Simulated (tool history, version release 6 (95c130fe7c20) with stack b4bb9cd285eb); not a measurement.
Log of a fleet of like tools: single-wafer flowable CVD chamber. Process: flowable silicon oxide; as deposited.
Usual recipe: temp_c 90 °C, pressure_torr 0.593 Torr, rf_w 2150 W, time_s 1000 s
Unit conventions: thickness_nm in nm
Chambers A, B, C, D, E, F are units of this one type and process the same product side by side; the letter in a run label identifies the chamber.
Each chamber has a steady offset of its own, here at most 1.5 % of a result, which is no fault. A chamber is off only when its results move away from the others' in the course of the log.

run     day  temp_c  pressure_torr  rf_w  time_s  hours since the last thermocouple change  hours since the last RF generator calibration  hours since the last manometer calibration  read-back reference wafer on the same gauge, thickness_nm  thickness_nm
 1D   0.371      90          0.593  2150    1000                                     555.2                                          459.2                                      1258.8                                                     623.92        578.11
 2C   0.842      90          0.593  2150    1000                                     730.1                                          192.4                                       592.6                                                     624.07        572.82
 3A   1.279      90          0.593  2150    1000                                    1152.4                                          781.3                                      1166.7                                                     623.62        566.91
 4E   1.608      90          0.593  2150    1000                                     431.3                                          323.1                                      1759.0                                                     624.22        562.08
 5B   1.871      90          0.593  2150    1000                                     517.7                                         1708.3                                      1454.2                                                     623.89        571.25
 6F   2.233      90          0.593  2150    1080                                    1273.9                                         2110.9                                       768.8                                                     623.90        619.72
 7F   2.492      90          0.593  2150    1080                                    1280.1                                         2117.1                                       775.0                                                     623.05        618.29
 8C   2.879      90          0.593  2150    1080                                     779.0                                          241.3                                       641.5                                                     624.59        618.18
 9E   3.354      90          0.593  2150    1080                                     473.2                                          365.0                                      1800.9                                                     624.38        611.69
10A   3.604      90          0.593  2150    1080                                    1208.2                                          837.1                                      1222.5                                                     624.03        619.09
11D   3.896      90          0.593  2150    1080                                     639.8                                          543.8                                      1343.4                                                     624.63        623.32
12B   4.192      90          0.648  2150    1100                                     573.4                                         1764.0                                      1509.9                                                     624.59        710.47
      4.342  -- chamber A: thermocouple changed; heater temperature recalibrated
13A   4.429      90          0.648  2150    1100                                       2.1                                          856.9                                      1242.3                                                     624.88        707.50
14E   4.683      90          0.648  2150    1100                                     505.1                                          396.9                                      1832.8                                                     623.92        705.33
15D   4.996      90          0.648  2150    1100                                     666.2                                          570.2                                      1369.8                                                     623.79        721.92
16F   5.362      90          0.648  2150    1100                                    1349.0                                         2186.0                                       843.9                                                     623.86        716.45
17C   5.717      90          0.648  2150    1100                                     847.1                                          309.4                                       709.6                                                     623.52        707.98
18B   6.154      90          0.593  2150    1000                                     620.5                                         1811.1                                      1557.0                                                     624.93        562.64
19F   6.375      90          0.593  2150    1140                                    1373.3                                         2210.3                                       868.2                                                     623.91        650.59
20B   6.683      90          0.593  2150    1140                                     633.2                                         1823.8                                      1569.7                                                     624.00        640.08
21C   7.033      90          0.593  2150    1140                                     878.7                                          341.0                                       741.2                                                     623.76        651.27
22E   7.442      90          0.593  2150    1140                                     571.3                                          463.1                                      1899.0                                                     624.58        646.91
23A   7.896      90          0.593  2150    1140                                      85.3                                          940.1                                      1325.5                                                     624.34        650.62
24D   8.167      90          0.593  2150    1140                                     742.3                                          646.3                                      1445.9                                                     624.01        660.11
25A   8.525      90          0.593  2150     820                                     100.4                                          955.2                                      1340.6                                                     624.27        466.37
26F   8.796      90          0.593  2150     820                                    1431.4                                         2268.4                                       926.3                                                     623.43        474.20
27D   9.008      90          0.593  2150     820                                     762.5                                          666.5                                      1466.1                                                     623.99        476.87
28B   9.479      90          0.593  2150     820                                     700.3                                         1890.9                                      1636.8                                                     623.52        455.03
29E   9.888      90          0.593  2150     820                                     630.0                                          521.8                                      1957.7                                                     623.86        460.51
30C  10.150      90          0.593  2150     820                                     953.5                                          415.8                                       816.0                                                     623.51        468.87
     10.450  -- chamber F: RF generator calibrated
31C  10.571      90          0.593  2150    1000                                     963.6                                          425.9                                       826.1                                                     624.23        570.51
32D  11.038      90          0.593  2150    1000                                     811.2                                          715.2                                      1514.8                                                     624.34        578.91
33E  11.488      90          0.593  2150    1000                                     668.4                                          560.2                                      1996.1                                                     624.53        564.42
34A  11.858      90          0.593  2400    1000                                     180.4                                         1035.2                                      1420.6                                                     624.77        578.14
35B  12.183      90          0.593  2400    1000                                     765.2                                         1955.8                                      1701.7                                                     624.08        559.24
36F  12.588      90          0.593  2400    1000                                    1522.4                                           51.3                                      1017.3                                                     623.94        583.94
37E  12.971      90          0.593  2400    1000                                     704.0                                          595.8                                      2031.7                                                     624.12        574.20

Next, every chamber runs the same settings. What will each give?
38A  13.321      90          0.646  2150    1000                                                                                                                                                                                                             ?
38B  13.321      90          0.646  2150    1000                                                                                                                                                                                                             ?
38C  13.321      90          0.646  2150    1000                                                                                                                                                                                                             ?
38D  13.321      90          0.646  2150    1000                                                                                                                                                                                                             ?
38E  13.321      90          0.646  2150    1000                                                                                                                                                                                                             ?
38F  13.321      90          0.646  2150    1000                                                                                                                                                                                                             ?

run  thickness_nm
38A        641.58
38B        617.76
38C        643.70
38D        658.33
38E        635.91
38F        653.00
